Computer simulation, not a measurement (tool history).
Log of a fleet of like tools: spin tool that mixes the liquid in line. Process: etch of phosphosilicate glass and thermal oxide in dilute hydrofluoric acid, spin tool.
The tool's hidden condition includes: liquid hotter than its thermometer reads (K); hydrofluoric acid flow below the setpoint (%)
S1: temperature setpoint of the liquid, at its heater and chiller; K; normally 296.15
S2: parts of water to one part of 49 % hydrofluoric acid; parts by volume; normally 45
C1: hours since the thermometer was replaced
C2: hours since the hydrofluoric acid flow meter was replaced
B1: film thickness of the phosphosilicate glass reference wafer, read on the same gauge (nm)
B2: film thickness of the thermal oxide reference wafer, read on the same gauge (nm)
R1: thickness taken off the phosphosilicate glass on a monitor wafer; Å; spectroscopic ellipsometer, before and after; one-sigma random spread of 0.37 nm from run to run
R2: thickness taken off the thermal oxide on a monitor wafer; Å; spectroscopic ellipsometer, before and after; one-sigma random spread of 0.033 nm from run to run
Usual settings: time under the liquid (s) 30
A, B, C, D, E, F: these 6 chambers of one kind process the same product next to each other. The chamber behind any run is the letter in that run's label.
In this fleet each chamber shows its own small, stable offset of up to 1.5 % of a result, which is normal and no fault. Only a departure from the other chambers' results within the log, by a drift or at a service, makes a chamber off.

run 1F hour=8.9 | S1=296.15 S2=45 time_under_the_liquid_(s)=30 | C1=814.0 C2=840.6 | B1=30.006 B2=90.013 | R1=637.32 R2=32.721
run 2C hour=23.0 | S1=296.15 S2=45 time_under_the_liquid_(s)=30 | C1=1881.2 C2=400.4 | B1=30.010 B2=89.997 | R1=644.39 R2=32.246
run 3E hour=36.6 | S1=296.15 S2=45 time_under_the_liquid_(s)=30 | C1=1647.0 C2=771.3 | B1=29.977 B2=90.008 | R1=639.21 R2=32.372
-- hour=40.4 chamber C: thermometer replaced
-- hour=43.8 chamber E: thermometer replaced
run 4D hour=48.2 | S1=296.15 S2=45 time_under_the_liquid_(s)=30 | C1=1556.0 C2=291.8 | B1=29.992 B2=89.994 | R1=642.61 R2=33.297
run 5A hour=61.4 | S1=296.15 S2=45 time_under_the_liquid_(s)=30 | C1=1014.0 C2=1260.3 | B1=30.011 B2=90.040 | R1=633.35 R2=31.758
run 6B hour=75.2 | S1=291.65 S2=60 time_under_the_liquid_(s)=30 | C1=1254.0 C2=176.6 | B1=29.994 B2=89.974 | R1=389.42 R2=19.837
run 7E hour=90.5 | S1=291.65 S2=60 time_under_the_liquid_(s)=30 | C1=46.7 C2=825.2 | B1=30.002 B2=89.985 | R1=383.87 R2=19.458
run 8D hour=97.6 | S1=291.65 S2=60 time_under_the_liquid_(s)=30 | C1=1605.4 C2=341.2 | B1=30.002 B2=89.994 | R1=388.25 R2=20.033
run 9B hour=104.8 | S1=291.65 S2=60 time_under_the_liquid_(s)=30 | C1=1283.6 C2=206.2 | B1=29.981 B2=89.999 | R1=388.33 R2=19.968
run 10A hour=115.4 | S1=291.65 S2=60 time_under_the_liquid_(s)=30 | C1=1068.0 C2=1314.3 | B1=30.015 B2=90.015 | R1=384.73 R2=19.618
run 11C hour=124.1 | S1=291.65 S2=60 time_under_the_liquid_(s)=30 | C1=83.7 C2=501.5 | B1=29.998 B2=90.029 | R1=391.49 R2=19.363
run 12F hour=132.0 | S1=298.65 S2=45 time_under_the_liquid_(s)=35 | C1=937.1 C2=963.7 | B1=29.999 B2=89.962 | R1=827.41 R2=41.628
run 13B hour=142.8 | S1=298.65 S2=45 time_under_the_liquid_(s)=35 | C1=1321.6 C2=244.2 | B1=30.001 B2=89.993 | R1=813.77 R2=41.954
run 14E hour=156.5 | S1=298.65 S2=45 time_under_the_liquid_(s)=35 | C1=112.7 C2=891.2 | B1=30.007 B2=89.965 | R1=824.71 R2=42.087
run 15D hour=172.2 | S1=298.65 S2=45 time_under_the_liquid_(s)=35 | C1=1680.0 C2=415.8 | B1=29.994 B2=89.980 | R1=813.07 R2=42.854
run 16C hour=183.0 | S1=298.65 S2=45 time_under_the_liquid_(s)=35 | C1=142.6 C2=560.4 | B1=29.991 B2=90.036 | R1=830.31 R2=42.014
run 17A hour=193.2 | S1=298.65 S2=45 time_under_the_liquid_(s)=35 | C1=1145.8 C2=1392.1 | B1=30.000 B2=90.013 | R1=819.38 R2=41.096
run 18F hour=200.9 | S1=296.15 S2=45 time_under_the_liquid_(s)=30 | C1=1006.0 C2=1032.6 | B1=29.989 B2=90.002 | R1=641.47 R2=32.008
run 19D hour=209.6 | S1=296.15 S2=45 time_under_the_liquid_(s)=30 | C1=1717.4 C2=453.2 | B1=30.020 B2=90.008 | R1=637.82 R2=32.440
run 20F hour=224.1 | S1=296.15 S2=45 time_under_the_liquid_(s)=30 | C1=1029.2 C2=1055.8 | B1=29.995 B2=89.998 | R1=637.22 R2=32.453
run 21E hour=233.0 | S1=293.65 S2=45 time_under_the_liquid_(s)=25 | C1=189.2 C2=967.7 | B1=30.016 B2=89.942 | R1=472.97 R2=24.086
run 22C hour=242.9 | S1=293.65 S2=45 time_under_the_liquid_(s)=25 | C1=202.5 C2=620.3 | B1=30.005 B2=90.011 | R1=484.25 R2=24.564
run 23B hour=254.6 | S1=293.65 S2=45 time_under_the_liquid_(s)=25 | C1=1433.4 C2=356.0 | B1=30.001 B2=90.011 | R1=482.07 R2=24.137
run 24A hour=267.9 | S1=293.65 S2=45 time_under_the_liquid_(s)=25 | C1=1220.5 C2=1466.8 | B1=29.991 B2=89.996 | R1=479.45 R2=24.222
run 25A hour=283.1 | S1=293.65 S2=45 time_under_the_liquid_(s)=25 | C1=1235.7 C2=1482.0 | B1=29.996 B2=90.035 | R1=475.37 R2=24.577
run 26D hour=292.0 | S1=293.65 S2=45 time_under_the_liquid_(s)=25 | C1=1799.8 C2=535.6 | B1=29.995 B2=89.960 | R1=474.12 R2=25.295
run 27E hour=305.4 | S1=296.15 S2=45 time_under_the_liquid_(s)=30 | C1=261.6 C2=1040.1 | B1=30.005 B2=89.990 | R1=638.34 R2=32.257
run 28B hour=315.9 | S1=296.15 S2=45 time_under_the_liquid_(s)=30 | C1=1494.7 C2=417.3 | B1=30.003 B2=90.061 | R1=628.45 R2=32.583
run 29C hour=328.4 | S1=296.15 S2=45 time_under_the_liquid_(s)=30 | C1=288.0 C2=705.8 | B1=29.994 B2=90.002 | R1=649.14 R2=32.930
-- hour=332.3 chamber A: hydrofluoric acid flow meter replaced
run 30F hour=343.4 | S1=296.15 S2=45 time_under_the_liquid_(s)=30 | C1=1148.5 C2=1175.1 | B1=30.010 B2=90.051 | R1=634.35 R2=32.102
-- hour=344.7 chamber D: thermometer replaced
run 31D hour=350.6 | S1=296.15 S2=45 time_under_the_liquid_(s)=30 | C1=6.0 C2=594.2 | B1=29.995 B2=90.031 | R1=635.33 R2=32.982
run 32A hour=365.7 | S1=296.15 S2=45 time_under_the_liquid_(s)=30 | C1=1318.3 C2=33.4 | B1=29.999 B2=89.982 | R1=633.50 R2=32.145
run 33F hour=376.5 | S1=296.15 S2=45 time_under_the_liquid_(s)=30 | C1=1181.6 C2=1208.2 | B1=30.003 B2=89.970 | R1=636.54 R2=32.381
run 34C hour=383.8 | S1=296.15 S2=45 time_under_the_liquid_(s)=30 | C1=343.4 C2=761.2 | B1=29.976 B2=89.994 | R1=642.01 R2=32.859
run 35E hour=395.1 | S1=296.15 S2=45 time_under_the_liquid_(s)=30 | C1=351.3 C2=1129.8 | B1=30.017 B2=89.973 | R1=636.92 R2=32.765
run 36B hour=410.4 | S1=296.15 S2=45 time_under_the_liquid_(s)=30 | C1=1589.2 C2=511.8 | B1=30.007 B2=89.988 | R1=631.40 R2=32.694
run 37C hour=422.3 | S1=296.15 S2=45 time_under_the_liquid_(s)=30 | C1=381.9 C2=799.7 | B1=29.992 B2=90.043 | R1=636.84 R2=32.141
run 38E hour=433.8 | S1=296.15 S2=45 time_under_the_liquid_(s)=30 | C1=390.0 C2=1168.5 | B1=29.985 B2=90.042 | R1=638.31 R2=32.393
run 39D hour=442.6 | S1=296.15 S2=45 time_under_the_liquid_(s)=30 | C1=98.0 C2=686.2 | B1=30.009 B2=90.006 | R1=638.43 R2=33.007
run 40B hour=453.0 | S1=296.15 S2=45 time_under_the_liquid_(s)=30 | C1=1631.8 C2=554.4 | B1=29.997 B2=89.985 | R1=634.33 R2=33.087
run 41F hour=462.3 | S1=296.15 S2=45 time_under_the_liquid_(s)=15 | C1=1267.4 C2=1294.0 | B1=30.017 B2=90.074 | R1=318.29 R2=16.000

Is one chamber out of step, is the gauge drifting, or do the chambers differ by no more than their own small offsets? For an off chamber, give its letter and the likeliest cause.

Nothing is wrong: each chamber keeps only its own small, steady offset and the gauge holds still.
